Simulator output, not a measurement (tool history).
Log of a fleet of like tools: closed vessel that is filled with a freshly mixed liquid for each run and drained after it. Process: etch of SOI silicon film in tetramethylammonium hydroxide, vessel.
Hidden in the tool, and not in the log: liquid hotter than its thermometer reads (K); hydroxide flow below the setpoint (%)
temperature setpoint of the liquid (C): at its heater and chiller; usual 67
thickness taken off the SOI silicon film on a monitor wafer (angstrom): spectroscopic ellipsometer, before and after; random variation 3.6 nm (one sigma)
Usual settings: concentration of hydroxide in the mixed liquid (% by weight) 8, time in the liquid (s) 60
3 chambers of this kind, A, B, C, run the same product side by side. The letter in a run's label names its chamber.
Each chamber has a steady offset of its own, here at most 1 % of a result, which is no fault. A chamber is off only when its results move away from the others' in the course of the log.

run    day  temperature setpoint of the liquid (C)  concentration of hydroxide in the mixed liquid (% by weight)  time in the liquid (s)  hours since the thermometer was replaced  hours since the hydroxide flow meter was replaced  read-back film thickness of the SOI silicon film reference wafer, read on the same gauge (nm)  thickness taken off the SOI silicon film on a monitor wafer (angstrom)
 1C  0.158                                      67                                                             8                      60                                     642.4                                              101.4                                                                                         149.96                                                                  4023.2
 2A   0.25                                      67                                                             8                      60                                     931.6                                              832.7                                                                                         149.98                                                                  4111.4
 3B   0.45                                      67                                                             8                      60                                       637                                                363                                                                                         150.01                                                                  4075.4
 4B  0.571                                      67                                                             8                      60                                     639.9                                              365.9                                                                                         149.99                                                                  4069.3
 5A  0.767                                      67                                                             8                      60                                       944                                              845.1                                                                                         150.02                                                                  4136.8
 6C  0.875                                      67                                                             9                      60                                     659.6                                              118.6                                                                                         149.98                                                                  3862.6
 7B  1.058                                      67                                                             9                      60                                     651.6                                              377.6                                                                                            150                                                                  3884.4
 8A   1.15                                      67                                                             9                      60                                     953.2                                              854.3                                                                                            150                                                                    3964
 9C  1.271                                      67                                                             8                      60                                     669.1                                              128.1                                                                                         149.99                                                                  4047.6
10B  1.371                                      67                                                             8                      60                                     659.1                                              385.1                                                                                         150.02                                                                  4127.3
11A  1.475                                      67                                                             8                      60                                       961                                              862.1                                                                                         149.99                                                                  4069.8
12C  1.588                                      67                                                             8                      60                                     676.7                                              135.7                                                                                         150.01                                                                  4036.7
13A  1.692                                      67                                                             8                      60                                     966.2                                              867.3                                                                                         150.02                                                                    4078
14C  1.821                                      67                                                             8                      60                                     682.3                                              141.3                                                                                         150.01                                                                  4030.3
15B  1.967                                      67                                                             8                      60                                     673.4                                              399.4                                                                                         150.03                                                                    4098
16C  2.133                                      62                                                             8                      90                                     689.8                                              148.8                                                                                         150.03                                                                    4482
17A  2.329                                      62                                                             8                      90                                     981.5                                              882.6                                                                                         149.99                                                                  4589.2
18B  2.508                                      62                                                             8                      90                                     686.4                                              412.4                                                                                         150.01                                                                  4541.4
19B  2.675                                      73                                                             8                      45                                     690.4                                              416.4                                                                                         149.98                                                                    4322
20C  2.846                                      73                                                             8                      45                                     706.9                                              165.9                                                                                         150.01                                                                  4256.6
21A  3.017                                      73                                                             8                      45                                       998                                              899.1                                                                                         150.01                                                                  4504.3
22A  3.175                                      67                                                             8                      60                                    1001.8                                              902.9                                                                                         149.98                                                                  4227.6
23C  3.333                                      67                                                             8                      60                                     718.6                                              177.6                                                                                         149.99                                                                  4067.2
24B  3.471                                      67                                                             8                      60                                     709.5                                              435.5                                                                                         150.01                                                                  4097.2
25B  3.583                                      67                                                             8                      60                                     712.2                                              438.2                                                                                            150                                                                  4056.1
26C  3.779                                      67                                                             8                      60                                     729.3                                              188.3                                                                                            150                                                                  3996.8
27A  3.908                                      67                                                             8                      60                                    1019.4                                              920.5                                                                                         150.02                                                                  4352.1
28A  4.079                                      67                                                             8                      60                                    1023.5                                              924.6                                                                                         150.01                                                                  4316.5
29C  4.225                                      67                                                             8                      60                                       740                                                199                                                                                            150                                                                  4066.3
30B  4.354                                      67                                                             8                      60                                     730.7                                              456.7                                                                                         149.99                                                                  4087.6
31C  4.546                                      67                                                             8                      60                                     747.7                                              206.7                                                                                         150.01                                                                  4087.2
32B  4.646                                      67                                                             8                      60                                     737.7                                              463.7                                                                                            150                                                                  4032.5
33A  4.846                                      67                                                             8                      60                                    1041.9                                                943                                                                                         150.01                                                                  4453.5
34C      5                                      67                                                             8                      60                                     758.6                                              217.6                                                                                         149.99                                                                  4039.3
35B  5.154                                      67                                                             8                      60                                     749.9                                              475.9                                                                                         149.99                                                                  4064.7
36A  5.308                                      67                                                             8                      60                                      1053                                              954.1                                                                                            150                                                                  4448.3
37B  5.462                                      67                                                             8                      60                                     757.3                                              483.3                                                                                         150.03                                                                  4041.6

All 3 chambers run these settings next. Forecast each chamber's results:
38A  5.612                                    70.5                                                             8                      60                                                                                                                                                                                                                                                                   ?
38B  5.612                                    70.5                                                             8                      60                                                                                                                                                                                                                                                                   ?
38C  5.612                                    70.5                                                             8                      60                                                                                                                                                                                                                                                                   ?

run  thickness taken off the SOI silicon film on a monitor wafer (angstrom)
38A                                                                  5576.3
38B                                                                  4992.7
38C                                                                  4857.6
